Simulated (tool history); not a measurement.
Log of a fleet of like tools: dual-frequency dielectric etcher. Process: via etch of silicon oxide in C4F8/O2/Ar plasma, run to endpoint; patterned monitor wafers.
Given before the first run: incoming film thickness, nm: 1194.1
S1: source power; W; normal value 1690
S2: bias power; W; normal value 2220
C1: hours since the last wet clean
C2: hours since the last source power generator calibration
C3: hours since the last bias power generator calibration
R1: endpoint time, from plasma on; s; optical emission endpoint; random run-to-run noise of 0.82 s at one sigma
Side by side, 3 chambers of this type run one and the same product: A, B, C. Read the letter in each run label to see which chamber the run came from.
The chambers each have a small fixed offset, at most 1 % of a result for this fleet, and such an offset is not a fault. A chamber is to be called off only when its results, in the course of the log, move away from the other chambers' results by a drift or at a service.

run   hour    S1    S2     C1      C2      C3      R1
 1A    4.0  1690  2220  179.3   786.8   971.8  244.22
 2B    8.7  1690  2220  410.0  3366.5  1632.5  244.18
 3C   12.2  1690  2220   29.4  1072.6  1538.0  246.63
 4A   17.7  1690  2220  193.0   800.5   985.5  245.67
 5C   22.9  1690  2220   40.1  1083.3  1548.7  246.84
 6B   26.3  1690  2220  427.6  3384.1  1650.1  243.04
 7C   32.4  1690  2220   49.6  1092.8  1558.2  246.01
 8A   36.1  1690  2220  211.4   818.9  1003.9  245.91
 9B   40.9  1690  2220  442.2  3398.7  1664.7  243.66
10A   47.5  1500  2631  222.8   830.3  1015.3  243.14
11B   54.1  1500  2631  455.4  3411.9  1677.9  242.62
12C   59.9  1500  2631   77.1  1120.3  1585.7  244.73
13A   63.3  1690  2220  238.6   846.1  1031.1  243.02
14B   68.7  1690  2220  470.0  3426.5  1692.5  244.03
15C   72.8  1690  2220   90.0  1133.2  1598.6  244.55
16A   79.3  1690  2220  254.6   862.1  1047.1  243.78
17B   84.3  1690  2220  485.6  3442.1  1708.1  243.59
18C   89.9  1690  2220  107.1  1150.3  1615.7  244.60
19A   94.6  1690  2220  269.9   877.4  1062.4  244.22
20B   99.7  1690  2220  501.0  3457.5  1723.5  243.08
21C  103.4  1690  2220  120.6  1163.8  1629.2  246.08
22C  106.8  1690  2220  124.0  1167.2  1632.6  245.28
23B  111.7  1860  2220  513.0  3469.5  1735.5  234.09
24A  118.1  1860  2220  293.4   900.9  1085.9  236.86
25B  122.1  1860  2220  523.4  3479.9  1745.9  234.89
26C  125.5  1690  2220  142.7  1185.9  1651.3  244.95
27A  130.9  1690  2220  306.2   913.7  1098.7  244.29
28A  136.9  1690  2220  312.2   919.7  1104.7  243.34
29C  140.3  1690  2220  157.5  1200.7  1666.1  245.77
30B  144.7  1690  2220  546.0  3502.5  1768.5  241.81
     145.7  -- chamber B: wet clean of the chamber
31C  148.6  1690  2220  165.8  1209.0  1674.4  246.41
32B  153.1  1690  2220    7.4  3510.9  1776.9  242.99
33A  156.1  1690  2220  331.4   938.9  1123.9  243.90

Is one chamber out of step, is the gauge drifting, or do the chambers differ by no more than their own small offsets? For an off chamber, give its letter and the likeliest cause.

Nothing is wrong: each chamber keeps only its own small, steady offset and the gauge holds still.
